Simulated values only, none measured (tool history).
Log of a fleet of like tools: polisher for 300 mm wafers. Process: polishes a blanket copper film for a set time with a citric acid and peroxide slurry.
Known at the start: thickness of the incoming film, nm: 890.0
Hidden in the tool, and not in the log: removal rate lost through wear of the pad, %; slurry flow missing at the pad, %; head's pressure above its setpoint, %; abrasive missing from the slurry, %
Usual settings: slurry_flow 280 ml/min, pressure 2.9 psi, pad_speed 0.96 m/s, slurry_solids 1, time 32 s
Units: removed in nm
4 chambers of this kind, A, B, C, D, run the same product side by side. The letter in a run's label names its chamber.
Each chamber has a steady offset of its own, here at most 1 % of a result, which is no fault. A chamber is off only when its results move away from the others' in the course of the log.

run,hour,slurry_flow,pressure,pad_speed,slurry_solids,time,wafers polished on this pad,hours since the slurry nozzle was cleaned,hours since the head pressure was calibrated,hours since the slurry blender was calibrated,removed
1A,6.7,280,2.9,0.96,1,32,480,432.3,575.4,435.7,53.816
# hour 13.3: chamber A: worn pad replaced by a new one
2D,15.4,280,2.9,0.96,1,32,424,209.4,705.5,92.6,53.998
3B,20,280,2.9,0.96,1,32,742,181.8,442.4,98.4,54.282
# hour 20.6: chamber C: worn pad replaced by a new one
4C,25.7,280,2.9,0.96,1,32,64,453,669.7,116.1,54.668
# hour 26.2: chamber B: worn pad replaced by a new one
# hour 29.3: chamber A: slurry blender recalibrated
5D,30.4,345,2.9,0.96,1.15,32,612,224.4,720.5,107.6,57.782
6A,39.1,345,2.9,0.96,1.15,32,324,464.7,607.8,9.8,56.05
# hour 44: chamber B: head pressure recalibrated
7B,46,345,2.9,0.96,1.15,32,249,207.8,2,124.4,57.247
8C,51.6,345,2.9,0.96,1.15,32,389,478.9,695.6,142,57.534
9C,56,280,2.9,0.96,1,32,444,483.3,700,146.4,54.482
# hour 56.1: chamber D: slurry nozzle cleaned
# hour 58: chamber D: worn pad replaced by a new one
10B,61.6,280,2.9,0.96,1,39,444,223.4,17.6,140,66.263
# hour 64.7: chamber A: worn pad replaced by a new one
11A,65.7,280,2.9,0.96,1,39,13,491.3,634.4,36.4,66.011
# hour 66: chamber C: worn pad replaced by a new one
12D,74.3,280,2.9,0.96,1,39,205,18.2,764.4,151.5,66.18
13D,80.1,280,2.9,0.96,1,39,277,24,770.2,157.3,65.799
# hour 87: chamber B: worn pad replaced by a new one
14C,87.2,280,3.6,0.96,1,32,266,514.5,731.2,177.6,66.098
15B,93.7,280,3.6,0.96,1,32,84,255.5,49.7,172.1,67.337
# hour 100.5: chamber A: slurry nozzle cleaned
16A,101.4,280,3.6,0.96,1,32,460,1,670.1,72.1,66.015
17D,107.6,280,3.6,0.96,1,32,622,51.5,797.7,184.8,67.006
18C,114.4,280,2.9,0.96,1,32,607,541.7,758.4,204.8,53.206
# hour 118: chamber A: worn pad replaced by a new one
# hour 120: chamber C: worn pad replaced by a new one
19B,120.9,280,2.9,0.96,1,32,425,282.7,76.9,199.3,53.791
20A,126.1,280,2.9,0.96,1,32,101,25.7,694.8,96.8,53.491
21D,130.7,280,2.9,0.96,1,32,912,74.6,820.8,207.9,53.617
22A,134.5,280,2.9,0.96,1,32,207,34.1,703.2,105.2,53.469
23B,142.7,280,2.9,0.96,1,32,698,304.5,98.7,221.1,54.261
24C,150.3,280,2.9,0.96,1,32,380,577.6,794.3,240.7,51.892
# hour 157.7: chamber D: worn pad replaced by a new one
25D,157.9,280,2.9,0.96,1,32,3,101.8,848,235.1,54.547
26A,166.5,280,2.9,0.96,1,32,608,66.1,735.2,137.2,53.531

What goes on in this fleet: one chamber off, a drifting gauge, or nothing beyond the chambers' own small offsets? Name the chamber and the cause, if any.

Chamber C drifts away from the others.
Cause: abrasive missing from the slurry, % = 25.6.
The log may not tell that from: slurry flow missing at the pad, %; head's pressure below its setpoint, %.

Here are 4 candidates for chamber C's next run, each the usual settings with a change, their results left as question marks. Which one brings its results back in line with what the others give on the usual settings?
In line means no further than this from the other chambers' mean on the usual settings: removed 1.2 nm
27C-1,172.8,280,2.9,0.94,1,31,,,,,?
27C-2,172.8,280,3,1,1,33,,,,,?
27C-3,172.8,280,2.8,0.92,1,31,,,,,?
27C-4,172.8,280,3,0.98,1,32,,,,,?

The other chambers' mean on the usual settings: removed 54.136 nm
run,removed
27C-1,48.582
27C-2,56.721
27C-3,46.011
27C-4,53.937
27C-4 brings the chamber back in line.

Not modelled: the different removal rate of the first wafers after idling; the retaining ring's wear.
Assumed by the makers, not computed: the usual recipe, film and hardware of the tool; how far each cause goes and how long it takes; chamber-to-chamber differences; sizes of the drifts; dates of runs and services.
